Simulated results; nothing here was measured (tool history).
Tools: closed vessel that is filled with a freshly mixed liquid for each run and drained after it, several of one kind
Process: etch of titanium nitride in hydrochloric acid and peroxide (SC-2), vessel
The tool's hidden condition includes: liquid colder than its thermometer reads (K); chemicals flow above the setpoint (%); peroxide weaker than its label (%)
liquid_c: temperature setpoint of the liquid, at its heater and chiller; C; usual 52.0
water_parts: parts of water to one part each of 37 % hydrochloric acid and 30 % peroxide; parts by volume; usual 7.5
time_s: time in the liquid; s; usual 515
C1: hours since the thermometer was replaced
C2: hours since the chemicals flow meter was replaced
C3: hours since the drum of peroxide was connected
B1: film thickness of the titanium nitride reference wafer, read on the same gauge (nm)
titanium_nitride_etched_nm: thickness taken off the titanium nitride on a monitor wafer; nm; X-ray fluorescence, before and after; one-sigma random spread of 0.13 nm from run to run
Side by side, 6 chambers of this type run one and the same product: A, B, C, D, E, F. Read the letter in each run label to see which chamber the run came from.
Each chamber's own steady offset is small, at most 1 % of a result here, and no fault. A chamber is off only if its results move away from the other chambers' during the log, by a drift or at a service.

Run 1A, day 0.138: usual settings; C1 701.4; C2 423.0; C3 783.6; B1 80.003. Result: titanium_nitride_etched_nm 17.416 nm.
Run 2D, day 0.271: usual settings; C1 679.5; C2 774.3; C3 204.6; B1 80.001. Result: titanium_nitride_etched_nm 17.392 nm.
Run 3B, day 0.392: usual settings; C1 1234.3; C2 956.6; C3 306.9; B1 79.989. Result: titanium_nitride_etched_nm 17.391 nm.
Run 4F, day 0.492: usual settings; C1 1344.8; C2 173.1; C3 952.0; B1 80.008. Result: titanium_nitride_etched_nm 17.131 nm.
Run 5C, day 0.588: usual settings; C1 1517.5; C2 387.8; C3 744.4; B1 79.976. Result: titanium_nitride_etched_nm 17.330 nm.
Run 6E, day 0.746: usual settings; C1 313.3; C2 174.7; C3 702.8; B1 80.050. Result: titanium_nitride_etched_nm 17.444 nm.
Run 7B, day 0.862: usual settings; C1 1245.6; C2 967.9; C3 318.2; B1 79.988. Result: titanium_nitride_etched_nm 17.528 nm.
Run 8E, day 0.983: usual settings; C1 319.0; C2 180.4; C3 708.5; B1 79.981. Result: titanium_nitride_etched_nm 17.257 nm.
Run 9D, day 1.175: usual settings but water_parts 11.0 parts by volume, time_s 625 s; C1 701.2; C2 796.0; C3 226.3; B1 80.006. Result: titanium_nitride_etched_nm 15.562 nm.
Run 10A, day 1.321: usual settings but water_parts 11.0 parts by volume, time_s 625 s; C1 729.8; C2 451.4; C3 812.0; B1 79.952. Result: titanium_nitride_etched_nm 15.405 nm.
Run 11C, day 1.404: usual settings but water_parts 11.0 parts by volume, time_s 625 s; C1 1537.1; C2 407.4; C3 764.0; B1 79.950. Result: titanium_nitride_etched_nm 15.253 nm.
Run 12F, day 1.588: usual settings but water_parts 11.0 parts by volume, time_s 625 s; C1 1371.1; C2 199.4; C3 978.3; B1 80.063. Result: titanium_nitride_etched_nm 15.178 nm.
Run 13E, day 1.717: usual settings but water_parts 11.0 parts by volume, time_s 625 s; C1 336.6; C2 198.0; C3 726.1; B1 80.013. Result: titanium_nitride_etched_nm 15.710 nm.
Run 14C, day 1.871: usual settings but water_parts 11.0 parts by volume, time_s 625 s; C1 1548.3; C2 418.6; C3 775.2; B1 80.016. Result: titanium_nitride_etched_nm 15.307 nm.
Run 15D, day 2.058: usual settings; C1 722.4; C2 817.2; C3 247.5; B1 79.984. Result: titanium_nitride_etched_nm 17.630 nm.
Run 16A, day 2.212: usual settings; C1 751.2; C2 472.8; C3 833.4; B1 80.007. Result: titanium_nitride_etched_nm 17.294 nm.
Run 17B, day 2.396: usual settings; C1 1282.4; C2 1004.7; C3 355.0; B1 80.034. Result: titanium_nitride_etched_nm 17.420 nm.
Run 18F, day 2.500: usual settings; C1 1393.0; C2 221.3; C3 1000.2; B1 80.011. Result: titanium_nitride_etched_nm 17.206 nm.
At day 2.579: chamber E: new drum of peroxide connected.
Run 19F, day 2.658: usual settings; C1 1396.8; C2 225.1; C3 1004.0; B1 79.998. Result: titanium_nitride_etched_nm 17.228 nm.
Run 20A, day 2.804: usual settings; C1 765.4; C2 487.0; C3 847.6; B1 79.950. Result: titanium_nitride_etched_nm 17.226 nm.
Run 21D, day 2.996: usual settings; C1 744.9; C2 839.7; C3 270.0; B1 79.944. Result: titanium_nitride_etched_nm 17.325 nm.
Run 22B, day 3.129: usual settings; C1 1300.0; C2 1022.3; C3 372.6; B1 80.038. Result: titanium_nitride_etched_nm 17.543 nm.
At day 3.158: chamber C: chemicals flow meter replaced.
Run 23E, day 3.254: usual settings but liquid_c 55.5 C, time_s 320 s; C1 373.5; C2 234.9; C3 16.2; B1 80.016. Result: titanium_nitride_etched_nm 14.016 nm.
Run 24C, day 3.412: usual settings but liquid_c 55.5 C, time_s 320 s; C1 1585.3; C2 6.1; C3 812.2; B1 80.011. Result: titanium_nitride_etched_nm 13.474 nm.
Run 25A, day 3.554: usual settings but liquid_c 55.5 C, time_s 320 s; C1 783.4; C2 505.0; C3 865.6; B1 79.999. Result: titanium_nitride_etched_nm 13.774 nm.
Run 26D, day 3.646: usual settings but liquid_c 55.5 C, time_s 320 s; C1 760.5; C2 855.3; C3 285.6; B1 80.000. Result: titanium_nitride_etched_nm 13.684 nm.
Run 27F, day 3.800: usual settings but liquid_c 55.5 C, time_s 320 s; C1 1424.2; C2 252.5; C3 1031.4; B1 80.053. Result: titanium_nitride_etched_nm 13.526 nm.
Run 28B, day 3.921: usual settings but liquid_c 55.5 C, time_s 320 s; C1 1319.0; C2 1041.3; C3 391.6; B1 80.072. Result: titanium_nitride_etched_nm 13.709 nm.
Run 29E, day 4.108: usual settings but water_parts 4.0 parts by volume, time_s 640 s; C1 394.0; C2 255.4; C3 36.7; B1 80.012. Result: titanium_nitride_etched_nm 35.678 nm.
Run 30C, day 4.267: usual settings but water_parts 4.0 parts by volume, time_s 640 s; C1 1605.8; C2 26.6; C3 832.7; B1 79.992. Result: titanium_nitride_etched_nm 33.536 nm.
Run 31B, day 4.438: usual settings but water_parts 4.0 parts by volume, time_s 640 s; C1 1331.4; C2 1053.7; C3 404.0; B1 80.023. Result: titanium_nitride_etched_nm 34.782 nm.
Run 32F, day 4.625: usual settings but water_parts 4.0 parts by volume, time_s 640 s; C1 1444.0; C2 272.3; C3 1051.2; B1 79.987. Result: titanium_nitride_etched_nm 33.955 nm.
Run 33C, day 4.725: usual settings but water_parts 4.0 parts by volume, time_s 640 s; C1 1616.8; C2 37.6; C3 843.7; B1 80.043. Result: titanium_nitride_etched_nm 33.916 nm.
Run 34E, day 4.867: usual settings but water_parts 4.0 parts by volume, time_s 640 s; C1 412.2; C2 273.6; C3 54.9; B1 79.996. Result: titanium_nitride_etched_nm 35.612 nm.
Run 35A, day 5.058: usual settings; C1 819.5; C2 541.1; C3 901.7; B1 80.027. Result: titanium_nitride_etched_nm 17.265 nm.
Run 36D, day 5.154: usual settings; C1 796.7; C2 891.5; C3 321.8; B1 79.979. Result: titanium_nitride_etched_nm 17.354 nm.
Run 37A, day 5.329: usual settings; C1 826.0; C2 547.6; C3 908.2; B1 79.973. Result: titanium_nitride_etched_nm 17.431 nm.
Run 38E, day 5.446: usual settings; C1 426.1; C2 287.5; C3 68.8; B1 79.989. Result: titanium_nitride_etched_nm 17.989 nm.
Run 39C, day 5.621: usual settings; C1 1638.3; C2 59.1; C3 865.2; B1 79.985. Result: titanium_nitride_etched_nm 17.158 nm.
Run 40B, day 5.808: usual settings; C1 1364.3; C2 1086.6; C3 436.9; B1 80.019. Result: titanium_nitride_etched_nm 17.248 nm.
Run 41D, day 5.904: usual settings but liquid_c 58.5 C; C1 814.7; C2 909.5; C3 339.8; B1 80.015. Result: titanium_nitride_etched_nm 26.387 nm.

Each of the 6 chambers runs these same settings next. Fill in every chamber's results:
Run 42A, day 6.046: usual settings. Result: titanium_nitride_etched_nm ?.
Run 42B, day 6.046: usual settings. Result: titanium_nitride_etched_nm ?.
Run 42C, day 6.046: usual settings. Result: titanium_nitride_etched_nm ?.
Run 42D, day 6.046: usual settings. Result: titanium_nitride_etched_nm ?.
Run 42E, day 6.046: usual settings. Result: titanium_nitride_etched_nm ?.
Run 42F, day 6.046: usual settings. Result: titanium_nitride_etched_nm ?.

run  titanium_nitride_etched_nm
42A                      17.191
42B                      17.186
42C                      17.306
42D                      17.493
42E                      18.120
42F                      17.421

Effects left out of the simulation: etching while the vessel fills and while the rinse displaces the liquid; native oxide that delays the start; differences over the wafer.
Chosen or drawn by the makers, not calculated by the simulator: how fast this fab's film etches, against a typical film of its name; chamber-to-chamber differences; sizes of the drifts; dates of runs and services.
